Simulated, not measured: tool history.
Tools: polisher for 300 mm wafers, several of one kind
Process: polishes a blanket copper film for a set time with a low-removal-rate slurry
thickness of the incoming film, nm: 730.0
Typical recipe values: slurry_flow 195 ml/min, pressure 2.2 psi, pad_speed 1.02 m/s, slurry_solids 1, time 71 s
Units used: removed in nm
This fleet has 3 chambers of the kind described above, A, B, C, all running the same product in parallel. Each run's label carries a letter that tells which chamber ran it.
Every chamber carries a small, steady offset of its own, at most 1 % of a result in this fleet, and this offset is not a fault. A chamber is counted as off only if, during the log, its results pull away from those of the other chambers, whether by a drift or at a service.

run    day  slurry_flow  pressure  pad_speed  slurry_solids  time  wafers polished on this pad  hours since the slurry nozzle was cleaned  hours since the head pressure was calibrated  hours since the slurry blender was calibrated  removed
 1A  0.275          195       2.2       1.02              1    71                         1167                                       13.5                                        1111.9                                           18.8   191.92
     0.358  -- chamber B: slurry blender recalibrated
 2C  0.429          195       2.2       1.02              1    71                          431                                      411.6                                         122.4                                          155.5   191.98
 3B  0.708          195       2.2       1.02              1    71                          212                                      401.2                                         661.1                                            8.5   187.97
 4B  0.929          195       2.2       1.02              1    71                          256                                      406.5                                         666.4                                           13.8   190.22
 5C  1.221          195       2.2       1.02              1    71                          587                                      430.6                                         141.4                                          174.5   191.05
 6A  1.479          195       2.2       1.02              1    71                         1405                                       42.4                                        1140.8                                           47.7   194.45
     1.579  -- chamber A: worn pad replaced by a new one
 7C  1.667          195       2.2       1.02              1    71                          675                                      441.3                                         152.1                                          185.2   189.15
 8A  1.983          195       2.2       1.02              1    71                           79                                       54.5                                        1152.9                                           59.8   191.50
 9B  2.267          195       2.2       1.02              1    71                          520                                      438.6                                         698.5                                           45.9   187.65
10C  2.562          195       2.2       1.02              1    71                          852                                      462.8                                         173.6                                          206.7   187.13
11B  2.883          195       2.2       1.02              1    71                          642                                      453.4                                         713.3                                           60.7   189.45
12A  3.162          195       2.2       1.02              1    71                          312                                       82.8                                        1181.2                                           88.1   190.97
13A  3.396          195       2.2       1.02              1    71                          358                                       88.4                                        1186.8                                           93.7   192.15
14C  3.588          195       2.2       1.02              1    71                         1055                                      487.4                                         198.2                                          231.3   181.74
15B  3.833          195       2.2       0.82              1    71                          829                                      476.2                                         736.1                                           83.5   152.58
16C  3.975          195       2.2       0.82              1    71                         1131                                      496.7                                         207.5                                          240.6   147.34
17A  4.158          195       2.2       0.82              1    71                          509                                      106.7                                        1205.1                                          112.0   152.61
18B  4.446          195       2.2       1.02              1    71                          950                                      490.9                                         750.8                                           98.2   189.28
19A  4.604          195       2.2       1.02              1    71                          597                                      117.4                                        1215.8                                          122.7   192.97
20C  4.779          195       2.2       1.02              1    71                         1290                                      516.0                                         226.8                                          259.9   180.73

Is one chamber out of step, is the gauge drifting, or do the chambers differ by no more than their own small offsets? For an off chamber, give its letter and the likeliest cause.

Little by little, chamber C moves away from the other chambers.
Most likely cause: removal rate lost through wear of the pad, % = 5.83.
Not necessarily distinguishable in this log from: slurry flow missing at the pad, %; head's pressure below its setpoint, %; abrasive missing from the slurry, %.

Which of the 4 candidates below, each the usual settings with something changed and its results left as question marks, puts chamber C back in line with what the other chambers give on the usual settings?
Allowed miss from the other chambers' usual-settings mean, per result, to count as in line: removed 4.00 nm
21C-1  5.012          195       2.2       1.08              1    71                                                                                                                                                                             ?
21C-2  5.012          195       2.2       0.96              1    71                                                                                                                                                                             ?
21C-3  5.012          195       2.1       1.02              1    68                                                                                                                                                                             ?
21C-4  5.012          195       2.3       1.04              1    73                                                                                                                                                                             ?

Other chambers, usual settings, mean: removed 190.63 nm
  run  removed
21C-1   190.91
21C-2   169.61
21C-3   164.74
21C-4   197.64
21C-1 brings the chamber back in line.
